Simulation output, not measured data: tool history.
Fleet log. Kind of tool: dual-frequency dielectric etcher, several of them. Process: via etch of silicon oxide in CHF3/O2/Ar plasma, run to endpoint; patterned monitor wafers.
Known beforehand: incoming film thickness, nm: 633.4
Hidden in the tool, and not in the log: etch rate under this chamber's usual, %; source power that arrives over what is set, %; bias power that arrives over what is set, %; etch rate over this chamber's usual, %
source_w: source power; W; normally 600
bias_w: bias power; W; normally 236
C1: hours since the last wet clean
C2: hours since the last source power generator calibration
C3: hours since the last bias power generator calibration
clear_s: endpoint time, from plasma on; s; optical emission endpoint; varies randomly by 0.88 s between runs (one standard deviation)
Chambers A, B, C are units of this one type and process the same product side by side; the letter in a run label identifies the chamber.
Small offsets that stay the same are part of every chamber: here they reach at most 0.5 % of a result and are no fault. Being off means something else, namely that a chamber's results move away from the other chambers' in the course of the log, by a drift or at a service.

Run 1C, hour 4.7: usual settings; C1 399.2; C2 3476.2; C3 2975.1. Result: clear_s 293.05 s.
Run 2A, hour 8.6: usual settings; C1 487.4; C2 270.8; C3 1765.8. Result: clear_s 292.22 s.
Run 3B, hour 13.3: usual settings; C1 209.8; C2 1400.5; C3 1048.4. Result: clear_s 290.84 s.
Run 4C, hour 15.9: usual settings; C1 410.4; C2 3487.4; C3 2986.3. Result: clear_s 293.04 s.
Run 5A, hour 20: usual settings but source_w 550 W, bias_w 202 W; C1 498.8; C2 282.2; C3 1777.2. Result: clear_s 318.34 s.
Run 6B, hour 23: usual settings but source_w 550 W, bias_w 202 W; C1 219.5; C2 1410.2; C3 1058.1. Result: clear_s 317.94 s.
Run 7B, hour 26: usual settings but source_w 550 W, bias_w 202 W; C1 222.5; C2 1413.2; C3 1061.1. Result: clear_s 316.67 s.
Run 8A, hour 30.5: usual settings; C1 509.3; C2 292.7; C3 1787.7. Result: clear_s 291.83 s.
Run 9C, hour 32.9: usual settings; C1 427.4; C2 3504.4; C3 3003.3. Result: clear_s 291.41 s.
Run 10A, hour 36.4: usual settings; C1 515.2; C2 298.6; C3 1793.6. Result: clear_s 292.02 s.
Run 11B, hour 39.4: usual settings but source_w 500 W, bias_w 190 W; C1 235.9; C2 1426.6; C3 1074.5. Result: clear_s 335.83 s.
Run 12C, hour 42.2: usual settings but source_w 500 W, bias_w 190 W; C1 436.7; C2 3513.7; C3 3012.6. Result: clear_s 338.73 s.
Run 13B, hour 45.1: usual settings but source_w 500 W, bias_w 190 W; C1 241.6; C2 1432.3; C3 1080.2. Result: clear_s 334.97 s.
Run 14A, hour 47.3: usual settings; C1 526.1; C2 309.5; C3 1804.5. Result: clear_s 291.62 s.
Run 15C, hour 49.9: usual settings; C1 444.4; C2 3521.4; C3 3020.3. Result: clear_s 291.36 s.
Run 16B, hour 54.1: usual settings; C1 250.6; C2 1441.3; C3 1089.2. Result: clear_s 291.41 s.
Run 17C, hour 57.1: usual settings; C1 451.6; C2 3528.6; C3 3027.5. Result: clear_s 292.42 s.
At hour 59.3: chamber A: wet clean of the chamber.
Run 18A, hour 61.4: usual settings; C1 2.2; C2 323.6; C3 1818.6. Result: clear_s 292.33 s.
Run 19B, hour 66.3: usual settings; C1 262.8; C2 1453.5; C3 1101.4. Result: clear_s 288.82 s.
Run 20A, hour 69.6: usual settings; C1 10.4; C2 331.8; C3 1826.8. Result: clear_s 291.5 s.
Run 21C, hour 72.5: usual settings; C1 467; C2 3544; C3 3042.9. Result: clear_s 292.07 s.
Run 22A, hour 77.5: usual settings; C1 18.3; C2 339.7; C3 1834.7. Result: clear_s 290.94 s.
Run 23B, hour 79.7: usual settings but source_w 490 W; C1 276.2; C2 1466.9; C3 1114.8. Result: clear_s 308.24 s.
Run 24C, hour 84.2: usual settings but source_w 490 W; C1 478.7; C2 3555.7; C3 3054.6. Result: clear_s 316.17 s.
Run 25C, hour 88.1: usual settings but source_w 490 W; C1 482.6; C2 3559.6; C3 3058.5. Result: clear_s 315.85 s.
Run 26A, hour 90.5: usual settings; C1 31.3; C2 352.7; C3 1847.7. Result: clear_s 293.46 s.
Run 27B, hour 93.7: usual settings; C1 290.2; C2 1480.9; C3 1128.8. Result: clear_s 285.71 s.
Run 28A, hour 97.6: usual settings but source_w 650 W; C1 38.4; C2 359.8; C3 1854.8. Result: clear_s 285.39 s.
Run 29C, hour 101.7: usual settings but source_w 650 W; C1 496.2; C2 3573.2; C3 3072.1. Result: clear_s 284.53 s.
At hour 103.3: chamber C: source power generator calibrated.
Run 30B, hour 105.9: usual settings but source_w 650 W; C1 302.4; C2 1493.1; C3 1141. Result: clear_s 275.41 s.
Run 31C, hour 109.3: usual settings; C1 503.8; C2 6.1; C3 3079.7. Result: clear_s 292.5 s.
Run 32A, hour 112.1: usual settings; C1 52.9; C2 374.3; C3 1869.3. Result: clear_s 293.68 s.
Run 33B, hour 115.5: usual settings; C1 312; C2 1502.7; C3 1150.6. Result: clear_s 283.9 s.
Run 34B, hour 120.4: usual settings; C1 316.9; C2 1507.6; C3 1155.5. Result: clear_s 281.64 s.
Run 35C, hour 125.3: usual settings but bias_w 254 W; C1 519.8; C2 22.1; C3 3095.7. Result: clear_s 285 s.
Run 36A, hour 127.6: usual settings but bias_w 254 W; C1 68.4; C2 389.8; C3 1884.8. Result: clear_s 285.43 s.
Run 37B, hour 129.8: usual settings but bias_w 254 W; C1 326.3; C2 1517; C3 1164.9. Result: clear_s 274.76 s.
Run 38A, hour 134.6: usual settings; C1 75.4; C2 396.8; C3 1891.8. Result: clear_s 291.87 s.
Run 39C, hour 137.5: usual settings; C1 532; C2 34.3; C3 3107.9. Result: clear_s 293.09 s.
Run 40C, hour 142.5: usual settings; C1 537; C2 39.3; C3 3112.9. Result: clear_s 292.5 s.
Run 41A, hour 146.5: usual settings; C1 87.3; C2 408.7; C3 1903.7. Result: clear_s 292.58 s.
Run 42B, hour 150: usual settings; C1 346.5; C2 1537.2; C3 1185.1. Result: clear_s 279.53 s.
Run 43A, hour 153.9: usual settings; C1 94.7; C2 416.1; C3 1911.1. Result: clear_s 291.86 s.
Run 44B, hour 158.1: usual settings; C1 354.6; C2 1545.3; C3 1193.2. Result: clear_s 278.15 s.

Decide between three cases: one chamber stands off from its peers, the gauge reading all wafers drifts, or nothing is wrong past each chamber's small offset. Where a chamber is off, say which and what most likely put it there.

Little by little, chamber B moves away from the other chambers.
Most likely cause: etch rate over this chamber's usual, % = 4.45.

Which of the 4 candidates below, each the usual settings with something changed and its results left as question marks, puts chamber B back in line with what the other chambers give on the usual settings?
In line here means within this much of the mean the other chambers give on the usual settings: clear_s 3.1 s
Run 45B-1, hour 161.6: usual settings but source_w 640 W, bias_w 252 W. Result: clear_s ?.
Run 45B-2, hour 161.6: usual settings but source_w 760 W. Result: clear_s ?.
Run 45B-3, hour 161.6: usual settings but bias_w 203 W. Result: clear_s ?.
Run 45B-4, hour 161.6: usual settings but source_w 530 W, bias_w 208 W. Result: clear_s ?.

The mean the other chambers reach with the usual settings: clear_s 292.39 s
  run  clear_s
45B-1   264.95
45B-2   254.29
45B-3   293.15
45B-4   304.58
With 45B-3, the chamber falls back in line with the rest.

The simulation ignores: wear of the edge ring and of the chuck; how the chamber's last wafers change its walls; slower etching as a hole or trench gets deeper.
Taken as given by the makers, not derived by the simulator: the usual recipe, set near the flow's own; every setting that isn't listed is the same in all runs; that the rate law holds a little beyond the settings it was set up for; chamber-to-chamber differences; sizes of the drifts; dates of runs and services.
